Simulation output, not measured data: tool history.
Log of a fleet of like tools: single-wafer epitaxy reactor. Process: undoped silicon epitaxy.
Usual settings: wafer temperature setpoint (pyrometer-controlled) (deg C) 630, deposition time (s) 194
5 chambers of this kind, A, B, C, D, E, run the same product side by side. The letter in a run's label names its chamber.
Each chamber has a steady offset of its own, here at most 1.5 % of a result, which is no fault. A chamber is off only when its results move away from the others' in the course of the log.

| run | hour | wafer temperature setpoint (pyrometer-controlled) (deg C) | deposition time (s) | hours since the last pyrometer calibration | read-back reference wafer on the same gauge, thickness_nm | mean film thickness on the monitor wafer (nm) |
|---|---|---|---|---|---|---|
| 1D | 4.3 | 630 | 194 | 538.7 | 18.814 | 20.836 |
|  | 5.8 | chamber C: pyrometer calibrated |
| 2B | 8.0 | 630 | 194 | 1511.0 | 18.800 | 20.713 |
| 3C | 11.5 | 630 | 194 | 5.7 | 18.788 | 20.956 |
| 4A | 16.1 | 630 | 194 | 1308.3 | 18.792 | 20.484 |
| 5E | 19.1 | 630 | 194 | 213.4 | 18.787 | 20.908 |
| 6D | 22.4 | 630 | 194 | 556.8 | 18.823 | 20.771 |
| 7C | 28.9 | 630 | 194 | 23.1 | 18.810 | 21.067 |
| 8E | 32.5 | 630 | 194 | 226.8 | 18.806 | 20.975 |
| 9A | 37.4 | 630 | 194 | 1329.6 | 18.820 | 20.462 |
| 10B | 44.0 | 630 | 194 | 1547.0 | 18.800 | 20.688 |
| 11A | 49.0 | 630 | 194 | 1341.2 | 18.797 | 20.688 |
| 12C | 53.8 | 630 | 194 | 48.0 | 18.803 | 20.974 |
| 13B | 58.2 | 630 | 194 | 1561.2 | 18.800 | 20.906 |
| 14E | 64.4 | 624 | 228 | 258.7 | 18.799 | 21.291 |
| 15D | 70.5 | 624 | 228 | 604.9 | 18.813 | 21.239 |
| 16A | 75.5 | 624 | 228 | 1367.7 | 18.773 | 21.278 |
|  | 76.8 | chamber B: pyrometer calibrated |
| 17D | 80.5 | 624 | 228 | 614.9 | 18.804 | 21.145 |
| 18B | 86.1 | 624 | 228 | 9.3 | 18.782 | 20.251 |
| 19E | 91.7 | 630 | 194 | 286.0 | 18.810 | 20.910 |
| 20C | 94.7 | 630 | 194 | 88.9 | 18.801 | 21.099 |
| 21D | 98.3 | 642 | 217 | 632.7 | 18.808 | 30.382 |
| 22A | 103.5 | 642 | 217 | 1395.7 | 18.780 | 30.549 |
| 23C | 110.1 | 642 | 217 | 104.3 | 18.817 | 30.653 |
| 24E | 116.3 | 642 | 217 | 310.6 | 18.800 | 30.678 |
|  | 116.4 | chamber A: pyrometer calibrated |
| 25B | 122.5 | 642 | 217 | 45.7 | 18.820 | 28.838 |
| 26D | 126.2 | 630 | 194 | 660.6 | 18.784 | 20.567 |
| 27B | 132.4 | 630 | 194 | 55.6 | 18.799 | 19.692 |
| 28E | 137.4 | 645 | 194 | 331.7 | 18.801 | 29.333 |
| 29C | 141.7 | 645 | 194 | 135.9 | 18.795 | 29.314 |
| 30A | 148.3 | 645 | 194 | 31.9 | 18.793 | 29.101 |
| 31E | 154.6 | 645 | 194 | 348.9 | 18.770 | 29.244 |
| 32A | 161.4 | 645 | 194 | 45.0 | 18.805 | 28.847 |

Is one chamber off against the others, does the gauge drift, or is nothing wrong? If a chamber is off, say which, and what the likeliest cause is.

A service left chamber B off against the others.
Cause: wafer temperature below the value expected at the setpoint (K) = 2.39.

Here are 4 candidates for chamber B's next run, each the usual settings with a change, their results left as question marks. Which one brings its results back in line with what the others give on the usual settings?
In line means no further than this from the other chambers' mean on the usual settings: mean film thickness on the monitor wafer (nm) 0.310
| 33B-1 | 166.3 | 629 | 193 |  |  | ? |
| 33B-2 | 166.3 | 630 | 184 |  |  | ? |
| 33B-3 | 166.3 | 632 | 196 |  |  | ? |
| 33B-4 | 166.3 | 631 | 195 |  |  | ? |

The other chambers' mean on the usual settings: mean film thickness on the monitor wafer (nm) 20.829
| run | mean film thickness on the monitor wafer (nm) |
|---|---|
| 33B-1 | 19.254 |
| 33B-2 | 18.775 |
| 33B-3 | 20.919 |
| 33B-4 | 20.350 |
33B-3 brings the chamber back in line.
